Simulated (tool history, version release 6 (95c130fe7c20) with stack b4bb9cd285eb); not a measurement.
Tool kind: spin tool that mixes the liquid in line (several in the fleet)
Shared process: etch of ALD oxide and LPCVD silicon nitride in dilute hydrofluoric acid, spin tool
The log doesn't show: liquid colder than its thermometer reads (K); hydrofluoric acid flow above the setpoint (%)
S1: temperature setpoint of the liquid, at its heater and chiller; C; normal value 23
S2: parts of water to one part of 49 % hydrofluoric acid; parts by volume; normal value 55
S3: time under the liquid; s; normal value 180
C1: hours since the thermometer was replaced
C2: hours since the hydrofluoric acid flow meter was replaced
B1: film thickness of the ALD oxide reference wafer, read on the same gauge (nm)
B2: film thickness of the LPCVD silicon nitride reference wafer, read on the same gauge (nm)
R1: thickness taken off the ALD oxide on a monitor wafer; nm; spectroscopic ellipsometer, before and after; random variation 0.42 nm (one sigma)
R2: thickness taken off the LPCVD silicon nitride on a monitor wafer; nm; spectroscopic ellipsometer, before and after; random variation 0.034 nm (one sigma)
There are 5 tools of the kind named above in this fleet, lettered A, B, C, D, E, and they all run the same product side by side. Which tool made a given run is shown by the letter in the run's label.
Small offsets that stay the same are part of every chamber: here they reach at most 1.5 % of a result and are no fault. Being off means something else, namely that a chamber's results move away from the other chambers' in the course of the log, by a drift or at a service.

run	hour	S1	S2	S3	C1	C2	B1	B2	R1	R2
1C	10.4	23	55	180	418	649.8	120.01	129.93	56.981	1.6944
2E	20.6	23	55	180	1147.5	1656.2	120	129.96	58.532	1.614
3B	25.8	23	55	180	479.1	2516	119.97	129.98	57.627	1.6346
4D	33.7	23	55	180	325.8	270	120	130.03	58.199	1.5545
# hour 38.8: chamber B: hydrofluoric acid flow meter replaced
5A	39	23	55	180	1084.4	294.6	120.01	130	58.316	1.6983
6C	48	23	55	180	455.6	687.4	120.01	130.05	57.799	1.6571
7A	56.1	23	55	180	1101.5	311.7	120.03	130	58.688	1.6677
8D	63.8	23	55	180	355.9	300.1	120.01	129.99	58.424	1.6459
9B	73.3	23	55	180	526.6	34.5	120	130.02	57.286	1.6664
10E	81.9	23	55	180	1208.8	1717.5	119.99	130.03	59.127	1.6389
11A	90.2	23	55	180	1135.6	345.8	120.01	129.99	58.209	1.6267
12C	95.8	23	55	180	503.4	735.2	119.98	130.01	58.675	1.7158
13D	105	23	55	180	397.1	341.3	120	130.01	58.333	1.5997
14B	114.8	23	55	180	568.1	76	120.02	130.03	56.64	1.5992
15E	124.1	23	55	180	1251	1759.7	120.01	130.01	59.244	1.6247
16C	128.9	23	55	180	536.5	768.3	120.01	130.04	57.549	1.6574
17A	136.7	23	55	180	1182.1	392.3	119.98	129.96	57.674	1.6895
18E	143.3	23	55	180	1270.2	1778.9	120	130.06	59.289	1.67
# hour 148.2: chamber A: hydrofluoric acid flow meter replaced
19B	148.6	23	55	180	601.9	109.8	120	130.03	57.495	1.5151
20D	155.4	23	55	180	447.5	391.7	120.01	130.02	58.087	1.6612
21A	165.4	23	55	180	1210.8	17.2	120	130.05	58.007	1.6305
22E	170.3	23	70	180	1297.2	1805.9	120.02	130.01	45.26	1.2854
23B	176.4	23	70	180	629.7	137.6	119.98	130	43.234	1.2427
24C	181.7	23	70	180	589.3	821.1	120.01	130.03	44.696	1.3446
25D	187.8	23	70	180	479.9	424.1	120.01	129.99	44.088	1.3449
26B	197.8	23	70	180	651.1	159	120.03	130.05	42.862	1.2492
27A	202.7	23	55	180	1248.1	54.5	119.98	130.03	58.515	1.6778
28E	207.9	20.5	55	180	1334.8	1843.5	120.02	129.99	52.583	1.4358
29C	215.3	20.5	55	180	622.9	854.7	119.99	129.94	52.364	1.3597
30D	223.2	20.5	55	180	515.3	459.5	119.98	130.02	51.655	1.3357
31E	231.6	20.5	55	180	1358.5	1867.2	119.98	130	53.233	1.4366
32A	237.1	20.5	55	180	1282.5	88.9	120	130	52.344	1.387
33B	244.4	23	55	180	697.7	205.6	120.02	130.05	54.329	1.5141
34D	248.9	23	55	180	541	485.2	120.02	130.04	58.228	1.6573
35C	256.6	23	55	180	664.2	896	119.98	130	57.788	1.6539
36D	264.4	23	55	180	556.5	500.7	120	130.03	58.665	1.6365
37C	271.8	23	55	180	679.4	911.2	120.01	130.03	57.018	1.6195
38E	277.2	23	55	180	1404.1	1912.8	119.99	130.03	58.315	1.6749
39A	285.2	23	55	180	1330.6	137	120.04	130.03	57.627	1.6801

Is one chamber off against the others, does the gauge drift, or is nothing wrong? If a chamber is off, say which, and what the likeliest cause is.

Chamber B drifts away from the others.
Most likely cause: liquid colder than its thermometer reads (K) = 1.65.

Chamber B could run next with any of the 4 candidate recipes listed below; each alters the usual settings, and their results appear as question marks. Which one brings its results back in line with what the other chambers deliver on the usual settings?
Allowed miss from the other chambers' usual-settings mean, per result, to count as in line: R1 1.5 nm; R2 0.12 nm
40B-1	292.6	24	55	180					?	?
40B-2	292.6	24	55	185					?	?
40B-3	292.6	22	55	180					?	?
40B-4	292.6	22	55	175					?	?

Usual-settings mean across the other chambers: R1 58.161 nm; R2 1.6465 nm
run	R1	R2
40B-1	56.416	1.5641
40B-2	57.983	1.6075
40B-3	51.819	1.3607
40B-4	50.38	1.3229
The answer is 40B-2, which returns the chamber to within the allowed miss of the others.

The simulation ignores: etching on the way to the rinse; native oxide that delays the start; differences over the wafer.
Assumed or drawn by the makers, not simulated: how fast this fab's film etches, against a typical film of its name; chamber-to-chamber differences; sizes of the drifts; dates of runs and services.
